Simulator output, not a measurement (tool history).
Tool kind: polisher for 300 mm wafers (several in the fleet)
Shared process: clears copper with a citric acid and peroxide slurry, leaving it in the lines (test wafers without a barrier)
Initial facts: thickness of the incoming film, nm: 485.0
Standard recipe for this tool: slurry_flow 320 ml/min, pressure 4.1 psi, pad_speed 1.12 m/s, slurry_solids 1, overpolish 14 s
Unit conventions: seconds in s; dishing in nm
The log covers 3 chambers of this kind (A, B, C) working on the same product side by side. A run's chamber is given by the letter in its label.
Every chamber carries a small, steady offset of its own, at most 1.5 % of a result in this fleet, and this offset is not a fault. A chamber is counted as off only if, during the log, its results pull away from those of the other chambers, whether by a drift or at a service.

| run | hour | slurry_flow | pressure | pad_speed | slurry_solids | overpolish | seconds | dishing |
|---|---|---|---|---|---|---|---|---|
|  | 2 | chamber B: worn pad replaced by a new one |
| 1B | 7 | 320 | 4.1 | 1.12 | 1 | 14 | 118.41 | 42.571 |
|  | 8.1 | chamber A: slurry nozzle cleaned |
| 2A | 12.4 | 320 | 4.1 | 1.12 | 1 | 14 | 119.86 | 40.205 |
|  | 15.1 | chamber B: slurry blender recalibrated |
| 3C | 17.6 | 320 | 4.1 | 1.12 | 1 | 14 | 118.38 | 40.681 |
| 4A | 26 | 320 | 4.1 | 1.12 | 1 | 14 | 119.03 | 41.493 |
| 5C | 30.4 | 320 | 4.1 | 1.12 | 1 | 14 | 116.98 | 40.56 |
| 6B | 38.3 | 320 | 4.1 | 1.12 | 1 | 14 | 116.92 | 42.067 |
| 7B | 44.2 | 320 | 5.2 | 0.76 | 1 | 14 | 140.15 | 37.048 |
| 8C | 48.1 | 320 | 5.2 | 0.76 | 1 | 14 | 140.58 | 36.762 |
| 9A | 56.8 | 320 | 5.2 | 0.76 | 1 | 14 | 138.35 | 36.463 |
| 10B | 63.5 | 320 | 4.1 | 1.12 | 1 | 14 | 119.15 | 41.002 |
| 11C | 68.4 | 320 | 4.1 | 1.12 | 1 | 14 | 122.06 | 41.712 |
| 12A | 76.2 | 320 | 4.1 | 1.12 | 1 | 14 | 121.04 | 40.934 |
| 13A | 81.7 | 320 | 4.1 | 1.12 | 1 | 14 | 118.58 | 40.764 |
| 14B | 88.2 | 320 | 4.1 | 1.12 | 1 | 14 | 118.19 | 42.975 |
| 15C | 96.2 | 320 | 4.1 | 1.12 | 1 | 14 | 120.36 | 41.683 |
| 16C | 104 | 320 | 4.1 | 1.12 | 1 | 14 | 116.7 | 41.923 |
|  | 109.8 | chamber C: worn pad replaced by a new one |
| 17B | 109.9 | 320 | 4.1 | 1.24 | 1.25 | 14 | 101.18 | 46.952 |
| 18A | 115.5 | 320 | 4.1 | 1.24 | 1.25 | 14 | 107.58 | 44.533 |
| 19C | 119.8 | 320 | 4.1 | 1.24 | 1.25 | 14 | 102.81 | 47.905 |
| 20B | 126.5 | 320 | 4.1 | 1.12 | 1 | 14 | 117.67 | 40.186 |
|  | 131.8 | chamber B: worn pad replaced by a new one |
|  | 133.8 | chamber C: slurry blender recalibrated |
| 21A | 134.5 | 320 | 4.1 | 1.12 | 1 | 14 | 126.2 | 40.311 |
| 22B | 141.1 | 320 | 4.1 | 1.12 | 1 | 14 | 116.33 | 42.61 |
| 23C | 146.9 | 320 | 4.1 | 1.12 | 1 | 14 | 117.79 | 40.602 |
| 24A | 154.4 | 320 | 4.8 | 1.12 | 1.3 | 14 | 104.99 | 46.74 |
| 25A | 161.9 | 320 | 4.8 | 1.12 | 1.3 | 14 | 106.13 | 45.517 |
| 26C | 166.7 | 320 | 4.8 | 1.12 | 1.3 | 14 | 96.627 | 48.501 |
| 27B | 175.3 | 320 | 4.1 | 1.12 | 1 | 14 | 118.81 | 40.773 |

Predict what each chamber gives when all 3 of them run the settings below next.
| 28A | 181.8 | 320 | 4.1 | 0.86 | 1 | 14 | ? | ? |
| 28B | 181.8 | 320 | 4.1 | 0.86 | 1 | 14 | ? | ? |
| 28C | 181.8 | 320 | 4.1 | 0.86 | 1 | 14 | ? | ? |

| run | seconds | dishing |
|---|---|---|
| 28A | 171.89 | 29.588 |
| 28B | 151.34 | 32.453 |
| 28C | 153.49 | 32.172 |
